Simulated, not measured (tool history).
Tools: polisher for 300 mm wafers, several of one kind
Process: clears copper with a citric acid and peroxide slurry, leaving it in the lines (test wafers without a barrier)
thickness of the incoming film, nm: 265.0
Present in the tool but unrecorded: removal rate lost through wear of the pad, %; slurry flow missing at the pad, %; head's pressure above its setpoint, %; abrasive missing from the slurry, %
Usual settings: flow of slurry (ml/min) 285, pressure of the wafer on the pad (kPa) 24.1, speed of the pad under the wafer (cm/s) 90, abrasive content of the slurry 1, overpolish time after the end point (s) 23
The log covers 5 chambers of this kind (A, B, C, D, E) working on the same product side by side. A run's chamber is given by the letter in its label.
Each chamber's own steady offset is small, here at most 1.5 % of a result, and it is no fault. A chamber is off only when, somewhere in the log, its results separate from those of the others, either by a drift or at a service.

run   hour  flow of slurry (ml/min)  pressure of the wafer on the pad (kPa)  speed of the pad under the wafer (cm/s)  abrasive content of the slurry  overpolish time after the end point (s)  wafers polished on this pad  hours since the slurry nozzle was cleaned  hours since the head pressure was calibrated  hours since the slurry blender was calibrated  time until the end point was called (s)  dishing of a wide line in a test structure (angstrom)
 1E    6.4                      285                                    24.1                                       90                               1                                       23                          334                                      559.3                                         503.2                                          133.9                                   107.13                                                 393.88
 2C     17                      285                                    24.1                                       90                               1                                       23                         1157                                      155.1                                         836.8                                          150.8                                   107.03                                                 389.52
      17.2  -- chamber E: slurry nozzle cleaned
 3B   23.4                      285                                    24.1                                       90                               1                                       23                         1222                                       64.7                                         555.9                                          224.5                                   108.54                                                 388.81
 4A   31.9                      285                                    24.1                                       90                               1                                       23                          349                                      220.2                                         880.7                                           48.4                                   107.17                                                 384.27
 5D   38.4                      240                                    28.3                                       90                               1                                       23                         1075                                        355                                        1374.7                                          256.9                                   91.975                                                 438.07
 6A   44.2                      240                                    28.3                                       90                               1                                       23                          439                                      232.5                                           893                                           60.7                                   92.748                                                 430.62
 7B   53.7                      240                                    28.3                                       90                               1                                       23                         1445                                         95                                         586.2                                          254.8                                   93.235                                                 436.71
      58.6  -- chamber A: slurry nozzle cleaned
 8E     62                      240                                    28.3                                       90                               1                                       23                          741                                       44.8                                         558.8                                          189.5                                   93.754                                                  450.6
      65.3  -- chamber C: worn pad replaced by a new one
      66.8  -- chamber B: worn pad replaced by a new one
      68.8  -- chamber D: head pressure recalibrated
 9D   69.3                      240                                    28.3                                       90                               1                                       23                         1302                                      385.9                                           0.5                                          287.8                                   93.359                                                 422.39
10C   77.6                      285                                    24.1                                       90                               1                                       23                           90                                      215.7                                         897.4                                          211.4                                   108.01                                                 386.05
      82.6  -- chamber E: worn pad replaced by a new one
11B   86.8                      285                                    24.1                                       90                               1                                       23                          146                                      128.1                                         619.3                                          287.9                                      107                                                 375.34
12C   92.1                      285                                    24.1                                       90                               1                                       23                          196                                      230.2                                         911.9                                          225.9                                    106.9                                                    394
      95.5  -- chamber A: worn pad replaced by a new one
      97.6  -- chamber C: slurry blender recalibrated
13D  100.7                      285                                    24.1                                       90                               1                                       23                         1532                                      417.3                                          31.9                                          319.2                                   107.74                                                 389.97
14A  107.1                      285                                    24.1                                       90                               1                                       23                           85                                       48.6                                         955.9                                          123.6                                   108.35                                                 389.65
     113.1  -- chamber A: head pressure recalibrated
15E  115.4                      285                                    24.1                                       90                               1                                       23                          240                                       98.2                                         612.2                                          242.9                                    108.2                                                 376.68
16C  126.3                      285                                    24.1                                       90                               1                                       23                          447                                      264.4                                         946.1                                           28.8                                   106.43                                                 379.36
17E  131.1                      285                                    24.1                                       90                               1                                       23                          356                                      113.9                                         627.9                                          258.6                                   107.82                                                 375.04
18D  139.1                      285                                    24.1                                       90                               1                                       23                         1814                                      455.7                                          70.3                                          357.6                                    108.7                                                 378.24
19B  144.2                      285                                    24.1                                       90                               1                                       23                          567                                      185.5                                         676.7                                          345.3                                      107                                                 389.47
20A  155.1                      285                                    24.1                                       90                               1                                       23                          437                                       96.6                                            42                                          171.6                                   108.72                                                 399.14
21E  164.9                      285                                    24.1                                       90                               1                                       23                          604                                      147.7                                         661.7                                          292.4                                   107.58                                                 380.32
       165  -- chamber E: head pressure recalibrated
22B    171                      285                                    24.1                                       90                               1                                       23                          764                                      212.3                                         703.5                                          372.1                                   107.87                                                 398.57
     171.1  -- chamber A: slurry blender recalibrated
23C  177.9                      285                                    24.1                                       90                               1                                       23                          826                                        316                                         997.7                                           80.4                                   107.04                                                 378.33
24A  186.7                      285                                    24.1                                       90                               1                                       23                          669                                      128.2                                          73.6                                           15.7                                   106.75                                                 377.33
25D  195.2                      285                                    24.1                                       90                               1                                       23                         2225                                      511.8                                         126.4                                          413.7                                   113.14                                                 364.57
     198.6  -- chamber E: slurry blender recalibrated
26D    202                      285                                    24.1                                       90                               1                                       23                         2275                                      518.6                                         133.2                                          420.5                                      112                                                 382.84
     203.1  -- chamber B: slurry blender recalibrated
27E  207.6                      285                                    24.1                                       90                               1                                       23                          917                                      190.4                                          42.6                                            9.1                                   104.34                                                 383.02
28A  212.4                      285                                    24.1                                       90                               1                                       23                          858                                      153.9                                          99.3                                           41.4                                   106.89                                                 395.08
29B  217.9                      285                                    24.1                                       90                               1                                       23                         1108                                      259.2                                         750.4                                           14.9                                   107.04                                                  381.6
       220  -- chamber E: worn pad replaced by a new one
30C  227.3                      285                                    24.1                                       90                               1                                       23                         1188                                      365.4                                        1047.1                                          129.8                                   108.94                                                 393.79
       232  -- chamber C: head pressure recalibrated
31E    232                      285                                    24.1                                       90                               1                                       23                           88                                      214.8                                            67                                           33.5                                   106.36                                                 378.65
     237.2  -- chamber C: worn pad replaced by a new one
32C  239.9                      285                                    24.1                                       90                               1                                       23                           19                                        378                                           7.9                                          142.4                                    105.6                                                 379.51
33B  246.6                      230                                    24.1                                       90                               1                                       32                         1319                                      287.9                                         779.1                                           43.6                                   110.34                                                 486.65

Decide between three cases: one chamber stands off from its peers, the gauge reading all wafers drifts, or nothing is wrong past each chamber's small offset. Where a chamber is off, say which and what most likely put it there.

Chamber D drifts away from the others.
What lies behind it: removal rate lost through wear of the pad, % = 6.91.
It could be hard to tell apart here from: slurry flow missing at the pad, %; abrasive missing from the slurry, %.

Here are 4 candidates for chamber D's next run, each the usual settings with a change, their results left as question marks. Which one brings its results back in line with what the others give on the usual settings?
Maximum distance from the other chambers' mean on the usual settings for a result to count as in line: time until the end point was called (s) 3.2; dishing of a wide line in a test structure (angstrom) 28
34D-1  254.4                      285                                    24.1                                       88                               1                                       23                                                                                                                                                                                                             ?                                                      ?
34D-2  254.4                      285                                    24.8                                       94                               1                                       23                                                                                                                                                                                                             ?                                                      ?
34D-3  254.4                      285                                    23.4                                       86                               1                                       23                                                                                                                                                                                                             ?                                                      ?
34D-4  254.4                      285                                    24.1                                       92                               1                                       23                                                                                                                                                                                                             ?                                                      ?

Average result of the remaining chambers running the usual settings: time until the end point was called (s) 107.01; dishing of a wide line in a test structure (angstrom) 387.28
  run  time until the end point was called (s)  dishing of a wide line in a test structure (angstrom)
34D-1                                   116.53                                                 354.86
34D-2                                   106.39                                                 383.88
34D-3                                   122.56                                                 339.41
34D-4                                   111.65                                                 368.02
It is 34D-2 that realigns the chamber with its peers.
